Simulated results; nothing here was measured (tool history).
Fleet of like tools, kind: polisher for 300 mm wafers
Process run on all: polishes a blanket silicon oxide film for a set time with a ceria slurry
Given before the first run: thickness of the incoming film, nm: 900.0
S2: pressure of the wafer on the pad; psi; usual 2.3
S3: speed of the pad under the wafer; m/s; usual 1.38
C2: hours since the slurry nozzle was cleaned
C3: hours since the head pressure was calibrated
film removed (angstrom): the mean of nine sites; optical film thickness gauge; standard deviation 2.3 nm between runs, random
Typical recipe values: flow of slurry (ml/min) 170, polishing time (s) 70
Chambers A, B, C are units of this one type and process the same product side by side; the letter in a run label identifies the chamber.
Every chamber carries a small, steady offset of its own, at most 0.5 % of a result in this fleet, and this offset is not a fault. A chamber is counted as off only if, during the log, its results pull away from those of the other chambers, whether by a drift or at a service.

run 1B hour=2.8 | flow_of_slurry_(ml/min)=170 S2=2.3 S3=1.38 polishing_time_(s)=70 | wafers_polished_on_this_pad=757 C2=92.6 C3=280.8 | film_removed_(angstrom)=2725.9
run 2A hour=6.2 | flow_of_slurry_(ml/min)=170 S2=2.3 S3=1.38 polishing_time_(s)=70 | wafers_polished_on_this_pad=483 C2=529 C3=666.9 | film_removed_(angstrom)=2720.9
run 3C hour=10.6 | flow_of_slurry_(ml/min)=170 S2=2.3 S3=1.38 polishing_time_(s)=70 | wafers_polished_on_this_pad=472 C2=296.8 C3=264.1 | film_removed_(angstrom)=2718.8
run 4C hour=14.4 | flow_of_slurry_(ml/min)=170 S2=2.3 S3=1.38 polishing_time_(s)=70 | wafers_polished_on_this_pad=495 C2=300.6 C3=267.9 | film_removed_(angstrom)=2679.8
-- hour=18.7 chamber C: worn pad replaced by a new one
run 5B hour=19.1 | flow_of_slurry_(ml/min)=170 S2=2.3 S3=1.38 polishing_time_(s)=70 | wafers_polished_on_this_pad=857 C2=108.9 C3=297.1 | film_removed_(angstrom)=2687.1
run 6A hour=21.6 | flow_of_slurry_(ml/min)=170 S2=2.3 S3=1.38 polishing_time_(s)=70 | wafers_polished_on_this_pad=578 C2=544.4 C3=682.3 | film_removed_(angstrom)=2720.8
run 7B hour=26.7 | flow_of_slurry_(ml/min)=170 S2=2.3 S3=1.38 polishing_time_(s)=70 | wafers_polished_on_this_pad=904 C2=116.5 C3=304.7 | film_removed_(angstrom)=2685.9
run 8C hour=30.9 | flow_of_slurry_(ml/min)=170 S2=2.3 S3=1.38 polishing_time_(s)=70 | wafers_polished_on_this_pad=75 C2=317.1 C3=284.4 | film_removed_(angstrom)=2722.5
run 9A hour=34.5 | flow_of_slurry_(ml/min)=170 S2=2.3 S3=1.38 polishing_time_(s)=91 | wafers_polished_on_this_pad=657 C2=557.3 C3=695.2 | film_removed_(angstrom)=3538.3
run 10B hour=38.4 | flow_of_slurry_(ml/min)=170 S2=2.3 S3=1.38 polishing_time_(s)=91 | wafers_polished_on_this_pad=976 C2=128.2 C3=316.4 | film_removed_(angstrom)=3501.6
run 11A hour=42.8 | flow_of_slurry_(ml/min)=170 S2=2.3 S3=1.38 polishing_time_(s)=91 | wafers_polished_on_this_pad=708 C2=565.6 C3=703.5 | film_removed_(angstrom)=3492.3
run 12C hour=48.2 | flow_of_slurry_(ml/min)=170 S2=2.3 S3=1.38 polishing_time_(s)=70 | wafers_polished_on_this_pad=181 C2=334.4 C3=301.7 | film_removed_(angstrom)=2727.9
run 13B hour=50.7 | flow_of_slurry_(ml/min)=170 S2=2.3 S3=1.38 polishing_time_(s)=70 | wafers_polished_on_this_pad=1052 C2=140.5 C3=328.7 | film_removed_(angstrom)=2707.1
run 14A hour=55.6 | flow_of_slurry_(ml/min)=170 S2=2.3 S3=1.38 polishing_time_(s)=70 | wafers_polished_on_this_pad=787 C2=578.4 C3=716.3 | film_removed_(angstrom)=2711.8
-- hour=58.5 chamber B: worn pad replaced by a new one
run 15C hour=58.6 | flow_of_slurry_(ml/min)=170 S2=2.6 S3=1.04 polishing_time_(s)=70 | wafers_polished_on_this_pad=245 C2=344.8 C3=312.1 | film_removed_(angstrom)=2334.1
run 16A hour=62.1 | flow_of_slurry_(ml/min)=170 S2=2.6 S3=1.04 polishing_time_(s)=70 | wafers_polished_on_this_pad=827 C2=584.9 C3=722.8 | film_removed_(angstrom)=2318.1
run 17B hour=66.8 | flow_of_slurry_(ml/min)=170 S2=2.6 S3=1.04 polishing_time_(s)=70 | wafers_polished_on_this_pad=51 C2=156.6 C3=344.8 | film_removed_(angstrom)=2289.1
run 18C hour=72.1 | flow_of_slurry_(ml/min)=225 S2=2 S3=1.38 polishing_time_(s)=70 | wafers_polished_on_this_pad=328 C2=358.3 C3=325.6 | film_removed_(angstrom)=2470.5
run 19B hour=76.4 | flow_of_slurry_(ml/min)=225 S2=2 S3=1.38 polishing_time_(s)=70 | wafers_polished_on_this_pad=110 C2=166.2 C3=354.4 | film_removed_(angstrom)=2407.2
run 20C hour=80.8 | flow_of_slurry_(ml/min)=225 S2=2 S3=1.38 polishing_time_(s)=70 | wafers_polished_on_this_pad=382 C2=367 C3=334.3 | film_removed_(angstrom)=2428.5
run 21A hour=84.2 | flow_of_slurry_(ml/min)=170 S2=2.3 S3=1.38 polishing_time_(s)=70 | wafers_polished_on_this_pad=963 C2=607 C3=744.9 | film_removed_(angstrom)=2741.5
run 22B hour=89.3 | flow_of_slurry_(ml/min)=170 S2=2.3 S3=1.38 polishing_time_(s)=70 | wafers_polished_on_this_pad=189 C2=179.1 C3=367.3 | film_removed_(angstrom)=2682.9
run 23C hour=92.7 | flow_of_slurry_(ml/min)=170 S2=2.3 S3=1.38 polishing_time_(s)=70 | wafers_polished_on_this_pad=455 C2=378.9 C3=346.2 | film_removed_(angstrom)=2672.8
run 24A hour=96.7 | flow_of_slurry_(ml/min)=170 S2=2.8 S3=1.38 polishing_time_(s)=57 | wafers_polished_on_this_pad=1040 C2=619.5 C3=757.4 | film_removed_(angstrom)=2694.5
-- hour=99.4 chamber C: worn pad replaced by a new one
run 25A hour=101.6 | flow_of_slurry_(ml/min)=170 S2=2.8 S3=1.38 polishing_time_(s)=57 | wafers_polished_on_this_pad=1070 C2=624.4 C3=762.3 | film_removed_(angstrom)=2666.2
run 26C hour=106 | flow_of_slurry_(ml/min)=170 S2=2.8 S3=1.38 polishing_time_(s)=57 | wafers_polished_on_this_pad=40 C2=392.2 C3=359.5 | film_removed_(angstrom)=2679.3
run 27B hour=109.7 | flow_of_slurry_(ml/min)=170 S2=2.3 S3=1.38 polishing_time_(s)=70 | wafers_polished_on_this_pad=315 C2=199.5 C3=387.7 | film_removed_(angstrom)=2728.3
run 28A hour=113.6 | flow_of_slurry_(ml/min)=170 S2=2.3 S3=1.38 polishing_time_(s)=70 | wafers_polished_on_this_pad=1143 C2=636.4 C3=774.3 | film_removed_(angstrom)=2752.6
run 29B hour=118.3 | flow_of_slurry_(ml/min)=170 S2=2.3 S3=1.38 polishing_time_(s)=70 | wafers_polished_on_this_pad=367 C2=208.1 C3=396.3 | film_removed_(angstrom)=2701.4
-- hour=122.7 chamber A: slurry nozzle cleaned
run 30C hour=123.2 | flow_of_slurry_(ml/min)=170 S2=2.3 S3=1.38 polishing_time_(s)=70 | wafers_polished_on_this_pad=146 C2=409.4 C3=376.7 | film_removed_(angstrom)=2709.6
run 31A hour=126.4 | flow_of_slurry_(ml/min)=150 S2=2.6 S3=1.38 polishing_time_(s)=70 | wafers_polished_on_this_pad=1222 C2=3.8 C3=787.1 | film_removed_(angstrom)=2984.7
run 32B hour=131.5 | flow_of_slurry_(ml/min)=150 S2=2.6 S3=1.38 polishing_time_(s)=70 | wafers_polished_on_this_pad=449 C2=221.3 C3=409.5 | film_removed_(angstrom)=2943.3
-- hour=132.7 chamber A: head pressure recalibrated
run 33C hour=134 | flow_of_slurry_(ml/min)=150 S2=2.6 S3=1.38 polishing_time_(s)=70 | wafers_polished_on_this_pad=212 C2=420.2 C3=387.5 | film_removed_(angstrom)=2979.9
run 34A hour=136.7 | flow_of_slurry_(ml/min)=170 S2=2.3 S3=1.38 polishing_time_(s)=70 | wafers_polished_on_this_pad=1286 C2=14.1 C3=4 | film_removed_(angstrom)=2728.2
-- hour=138.7 chamber A: worn pad replaced by a new one
run 35C hour=139.3 | flow_of_slurry_(ml/min)=170 S2=2.3 S3=1.38 polishing_time_(s)=70 | wafers_polished_on_this_pad=245 C2=425.5 C3=392.8 | film_removed_(angstrom)=2671.8
run 36B hour=142.5 | flow_of_slurry_(ml/min)=170 S2=2.3 S3=1.38 polishing_time_(s)=70 | wafers_polished_on_this_pad=516 C2=232.3 C3=420.5 | film_removed_(angstrom)=2698.9
run 37C hour=146.7 | flow_of_slurry_(ml/min)=170 S2=2.3 S3=1.38 polishing_time_(s)=70 | wafers_polished_on_this_pad=291 C2=432.9 C3=400.2 | film_removed_(angstrom)=2672.5
run 38A hour=150 | flow_of_slurry_(ml/min)=170 S2=2.3 S3=1.38 polishing_time_(s)=70 | wafers_polished_on_this_pad=69 C2=27.4 C3=17.3 | film_removed_(angstrom)=2728.7
-- hour=152.9 chamber B: slurry nozzle cleaned
run 39B hour=155.2 | flow_of_slurry_(ml/min)=170 S2=2.3 S3=1.38 polishing_time_(s)=70 | wafers_polished_on_this_pad=594 C2=2.4 C3=433.2 | film_removed_(angstrom)=2686.2
run 40A hour=159.7 | flow_of_slurry_(ml/min)=170 S2=2.3 S3=1.38 polishing_time_(s)=70 | wafers_polished_on_this_pad=129 C2=37.1 C3=27 | film_removed_(angstrom)=2699.9
run 41B hour=163.2 | flow_of_slurry_(ml/min)=135 S2=1.7 S3=1.38 polishing_time_(s)=70 | wafers_polished_on_this_pad=644 C2=10.4 C3=441.2 | film_removed_(angstrom)=1912.8
run 42C hour=166.5 | flow_of_slurry_(ml/min)=135 S2=1.7 S3=1.38 polishing_time_(s)=70 | wafers_polished_on_this_pad=412 C2=452.7 C3=420 | film_removed_(angstrom)=1900.4

Next, every chamber runs the same settings. What will each give?
run 43A hour=170.4 | flow_of_slurry_(ml/min)=170 S2=2.3 S3=1.08 polishing_time_(s)=70 | film_removed_(angstrom)=?
run 43B hour=170.4 | flow_of_slurry_(ml/min)=170 S2=2.3 S3=1.08 polishing_time_(s)=70 | film_removed_(angstrom)=?
run 43C hour=170.4 | flow_of_slurry_(ml/min)=170 S2=2.3 S3=1.08 polishing_time_(s)=70 | film_removed_(angstrom)=?

run=43A film_removed_(angstrom)=2143.3
run=43B film_removed_(angstrom)=2117.8
run=43C film_removed_(angstrom)=2123.8
